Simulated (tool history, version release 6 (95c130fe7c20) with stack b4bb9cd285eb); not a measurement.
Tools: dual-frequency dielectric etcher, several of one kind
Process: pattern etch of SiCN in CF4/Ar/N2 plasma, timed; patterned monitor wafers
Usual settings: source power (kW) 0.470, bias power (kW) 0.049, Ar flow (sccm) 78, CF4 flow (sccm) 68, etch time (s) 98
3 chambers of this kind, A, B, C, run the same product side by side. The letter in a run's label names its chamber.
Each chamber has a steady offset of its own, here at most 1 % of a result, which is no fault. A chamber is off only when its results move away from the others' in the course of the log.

run   hour  source power (kW)  bias power (kW)  Ar flow (sccm)  CF4 flow (sccm)  etch time (s)  read-back reference wafer on the same gauge, depth_nm  mean etch depth across the wafer (nm)
 1A    6.1              0.470            0.049              78               68             98                                                 70.646                                 79.561
 2B   10.3              0.470            0.049              78               68             98                                                 70.644                                 80.294
 3C   16.5              0.470            0.049              78               68             98                                                 70.578                                 79.520
 4C   20.2              0.470            0.049              78               68             98                                                 70.610                                 79.895
 5A   27.0              0.470            0.049              78               68             98                                                 70.620                                 80.143
 6B   32.1              0.470            0.049              78               68             98                                                 70.594                                 79.919
 7B   37.3              0.470            0.049              78               68             98                                                 70.595                                 79.791
      42.0  -- chamber B: wet clean of the chamber
 8C   43.8              0.470            0.049              78               68             98                                                 70.570                                 79.691
 9A   50.7              0.470            0.049              78               68             98                                                 70.587                                 79.219
10C   55.5              0.470            0.049              78               68             98                                                 70.615                                 79.289
11A   62.2              0.470            0.049              78               68             85                                                 70.509                                 69.135
12B   68.0              0.470            0.049              78               68             85                                                 70.652                                 69.580
13B   72.6              0.470            0.049              78               68             85                                                 70.602                                 69.219
14C   79.7              0.470            0.049              78               68             98                                                 70.676                                 79.120
15A   85.5              0.470            0.049              78               68             98                                                 70.579                                 79.288
16C   91.1              0.470            0.049              78               68             98                                                 70.547                                 79.252
17B   98.4              0.470            0.049              78               68             98                                                 70.598                                 80.548
18A  102.0              0.470            0.049              78               68             98                                                 70.631                                 79.375
19B  108.4              0.470            0.049              78               68             98                                                 70.631                                 79.726
20A  112.0              0.470            0.049              78               68             98                                                 70.600                                 79.553
21C  115.5              0.470            0.049              78               68             98                                                 70.602                                 79.393
22A  121.9              0.470            0.049              78               68             98                                                 70.605                                 79.601
23B  128.1              0.470            0.049              78               68             98                                                 70.582                                 78.992
24C  134.9              0.470            0.049              78               68             98                                                 70.658                                 79.382
25A  138.5              0.470            0.049              78               68             98                                                 70.558                                 79.494
26B  144.0              0.470            0.049              78               68             98                                                 70.552                                 79.509

What goes on in this fleet: one chamber off, a drifting gauge, or nothing beyond the chambers' own small offsets? Name the chamber and the cause, if any.

No chamber stands off beyond its own small offset, and the gauge holds steady.

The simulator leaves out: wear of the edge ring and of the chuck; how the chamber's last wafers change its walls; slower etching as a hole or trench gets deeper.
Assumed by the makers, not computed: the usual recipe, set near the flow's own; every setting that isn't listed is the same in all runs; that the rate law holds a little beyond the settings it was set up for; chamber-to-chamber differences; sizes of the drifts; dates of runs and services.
